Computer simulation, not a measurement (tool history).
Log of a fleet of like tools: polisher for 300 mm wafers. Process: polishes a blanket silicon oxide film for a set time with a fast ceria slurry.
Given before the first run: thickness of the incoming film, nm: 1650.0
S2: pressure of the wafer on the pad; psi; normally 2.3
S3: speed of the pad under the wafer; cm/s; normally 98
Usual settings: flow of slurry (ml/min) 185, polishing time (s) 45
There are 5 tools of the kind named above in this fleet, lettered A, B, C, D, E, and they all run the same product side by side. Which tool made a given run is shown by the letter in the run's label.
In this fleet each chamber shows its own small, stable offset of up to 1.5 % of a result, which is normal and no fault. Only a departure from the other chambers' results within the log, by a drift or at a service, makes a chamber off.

{"hour": 6.8, "done": "chamber A: head pressure recalibrated"}
{"run": "1E", "hour": 13.2, "flow of slurry (ml/min)": 185, "S2": 2.3, "S3": 98, "polishing time (s)": 45, "film removed (angstrom)": 6800.9}
{"hour": 14.1, "done": "chamber A: worn pad replaced by a new one"}
{"run": "2D", "hour": 24.2, "flow of slurry (ml/min)": 185, "S2": 2.3, "S3": 98, "polishing time (s)": 45, "film removed (angstrom)": 6805.8}
{"run": "3C", "hour": 32.6, "flow of slurry (ml/min)": 185, "S2": 2.3, "S3": 98, "polishing time (s)": 45, "film removed (angstrom)": 6763}
{"hour": 44.2, "done": "chamber C: worn pad replaced by a new one"}
{"run": "4B", "hour": 45.5, "flow of slurry (ml/min)": 185, "S2": 2.3, "S3": 98, "polishing time (s)": 45, "film removed (angstrom)": 6812.3}
{"hour": 50.4, "done": "chamber D: worn pad replaced by a new one"}
{"run": "5A", "hour": 58.4, "flow of slurry (ml/min)": 185, "S2": 2.3, "S3": 98, "polishing time (s)": 45, "film removed (angstrom)": 6569.1}
{"hour": 59.1, "done": "chamber B: worn pad replaced by a new one"}
{"run": "6E", "hour": 68.4, "flow of slurry (ml/min)": 185, "S2": 2.3, "S3": 84, "polishing time (s)": 38, "film removed (angstrom)": 4888.5}
{"run": "7D", "hour": 76.0, "flow of slurry (ml/min)": 185, "S2": 2.3, "S3": 84, "polishing time (s)": 38, "film removed (angstrom)": 4932.3}
{"hour": 84.4, "done": "chamber D: slurry nozzle cleaned"}
{"run": "8B", "hour": 88.1, "flow of slurry (ml/min)": 185, "S2": 2.3, "S3": 84, "polishing time (s)": 38, "film removed (angstrom)": 4913.7}
{"hour": 91.7, "done": "chamber A: worn pad replaced by a new one"}
{"run": "9C", "hour": 99.3, "flow of slurry (ml/min)": 185, "S2": 2.3, "S3": 84, "polishing time (s)": 38, "film removed (angstrom)": 4823.3}
{"hour": 102.5, "done": "chamber E: worn pad replaced by a new one"}
{"run": "10A", "hour": 110.5, "flow of slurry (ml/min)": 185, "S2": 2.3, "S3": 84, "polishing time (s)": 38, "film removed (angstrom)": 4877.1}
{"hour": 112.6, "done": "chamber C: worn pad replaced by a new one"}
{"hour": 117.0, "done": "chamber A: slurry nozzle cleaned"}
{"run": "11E", "hour": 122.1, "flow of slurry (ml/min)": 185, "S2": 2.3, "S3": 98, "polishing time (s)": 45, "film removed (angstrom)": 6797.6}
{"hour": 122.8, "done": "chamber D: worn pad replaced by a new one"}
{"run": "12A", "hour": 132.6, "flow of slurry (ml/min)": 185, "S2": 2.3, "S3": 98, "polishing time (s)": 45, "film removed (angstrom)": 6811.4}
{"run": "13D", "hour": 140.0, "flow of slurry (ml/min)": 185, "S2": 2.3, "S3": 98, "polishing time (s)": 45, "film removed (angstrom)": 6787.4}
{"run": "14C", "hour": 149.9, "flow of slurry (ml/min)": 185, "S2": 2.3, "S3": 98, "polishing time (s)": 45, "film removed (angstrom)": 6820.2}
{"hour": 151.5, "done": "chamber C: head pressure recalibrated"}
{"run": "15B", "hour": 160.3, "flow of slurry (ml/min)": 185, "S2": 2.3, "S3": 98, "polishing time (s)": 45, "film removed (angstrom)": 6581.9}
{"hour": 162.3, "done": "chamber B: worn pad replaced by a new one"}
{"run": "16C", "hour": 166.5, "flow of slurry (ml/min)": 185, "S2": 2.3, "S3": 98, "polishing time (s)": 45, "film removed (angstrom)": 6772.3}
{"hour": 172.6, "done": "chamber A: worn pad replaced by a new one"}
{"run": "17E", "hour": 173.3, "flow of slurry (ml/min)": 225, "S2": 2.3, "S3": 86, "polishing time (s)": 45, "film removed (angstrom)": 6043.4}
{"run": "18B", "hour": 182.5, "flow of slurry (ml/min)": 225, "S2": 2.3, "S3": 86, "polishing time (s)": 45, "film removed (angstrom)": 5991.8}
{"hour": 191.3, "done": "chamber C: worn pad replaced by a new one"}
{"run": "19A", "hour": 196.1, "flow of slurry (ml/min)": 225, "S2": 2.3, "S3": 86, "polishing time (s)": 45, "film removed (angstrom)": 6043.8}
{"hour": 198.5, "done": "chamber D: worn pad replaced by a new one"}
{"hour": 202.9, "done": "chamber E: worn pad replaced by a new one"}
{"run": "20D", "hour": 204.6, "flow of slurry (ml/min)": 225, "S2": 2.3, "S3": 86, "polishing time (s)": 45, "film removed (angstrom)": 6233.4}
{"run": "21D", "hour": 214.1, "flow of slurry (ml/min)": 225, "S2": 2.3, "S3": 86, "polishing time (s)": 45, "film removed (angstrom)": 6064.7}
{"hour": 220.3, "done": "chamber C: slurry nozzle cleaned"}
{"run": "22A", "hour": 225.2, "flow of slurry (ml/min)": 185, "S2": 2.3, "S3": 98, "polishing time (s)": 45, "film removed (angstrom)": 6703.4}
{"run": "23C", "hour": 232.0, "flow of slurry (ml/min)": 185, "S2": 2.3, "S3": 98, "polishing time (s)": 56, "film removed (angstrom)": 8355.5}
{"run": "24B", "hour": 244.7, "flow of slurry (ml/min)": 185, "S2": 2.3, "S3": 98, "polishing time (s)": 56, "film removed (angstrom)": 8245.2}
{"run": "25E", "hour": 256.1, "flow of slurry (ml/min)": 185, "S2": 2.3, "S3": 98, "polishing time (s)": 56, "film removed (angstrom)": 8446.5}
{"hour": 258.2, "done": "chamber C: worn pad replaced by a new one"}
{"run": "26E", "hour": 264.7, "flow of slurry (ml/min)": 185, "S2": 2.3, "S3": 98, "polishing time (s)": 56, "film removed (angstrom)": 8406.3}
{"hour": 265.8, "done": "chamber A: worn pad replaced by a new one"}
{"hour": 266.8, "done": "chamber D: worn pad replaced by a new one"}
{"hour": 271.0, "done": "chamber B: worn pad replaced by a new one"}
{"run": "27B", "hour": 275.8, "flow of slurry (ml/min)": 185, "S2": 2.3, "S3": 98, "polishing time (s)": 56, "film removed (angstrom)": 8017.8}
{"run": "28A", "hour": 284.5, "flow of slurry (ml/min)": 185, "S2": 2.3, "S3": 98, "polishing time (s)": 45, "film removed (angstrom)": 6772.4}
{"hour": 288.4, "done": "chamber E: worn pad replaced by a new one"}
{"run": "29D", "hour": 296.5, "flow of slurry (ml/min)": 185, "S2": 2.3, "S3": 98, "polishing time (s)": 45, "film removed (angstrom)": 6743.2}
{"run": "30C", "hour": 303.6, "flow of slurry (ml/min)": 185, "S2": 2.3, "S3": 98, "polishing time (s)": 45, "film removed (angstrom)": 6745}
{"run": "31E", "hour": 317.0, "flow of slurry (ml/min)": 185, "S2": 2.3, "S3": 98, "polishing time (s)": 45, "film removed (angstrom)": 6786.1}
{"run": "32C", "hour": 327.4, "flow of slurry (ml/min)": 185, "S2": 2.3, "S3": 78, "polishing time (s)": 45, "film removed (angstrom)": 5347.4}
{"hour": 329.7, "done": "chamber D: worn pad replaced by a new one"}
{"run": "33D", "hour": 333.9, "flow of slurry (ml/min)": 185, "S2": 2.3, "S3": 78, "polishing time (s)": 45, "film removed (angstrom)": 5354.2}

The same settings go to every chamber for the next run, one line per chamber below. Forecast the results for each:
{"run": "34A", "hour": 343.9, "flow of slurry (ml/min)": 185, "S2": 2.3, "S3": 98, "polishing time (s)": 34, "film removed (angstrom)": "?"}
{"run": "34B", "hour": 343.9, "flow of slurry (ml/min)": 185, "S2": 2.3, "S3": 98, "polishing time (s)": 34, "film removed (angstrom)": "?"}
{"run": "34C", "hour": 343.9, "flow of slurry (ml/min)": 185, "S2": 2.3, "S3": 98, "polishing time (s)": 34, "film removed (angstrom)": "?"}
{"run": "34D", "hour": 343.9, "flow of slurry (ml/min)": 185, "S2": 2.3, "S3": 98, "polishing time (s)": 34, "film removed (angstrom)": "?"}
{"run": "34E", "hour": 343.9, "flow of slurry (ml/min)": 185, "S2": 2.3, "S3": 98, "polishing time (s)": 34, "film removed (angstrom)": "?"}

run=34A film_removed_(angstrom)=5107.6
run=34B film_removed_(angstrom)=4701.7
run=34C film_removed_(angstrom)=4988.2
run=34D film_removed_(angstrom)=5190
run=34E film_removed_(angstrom)=5140.4
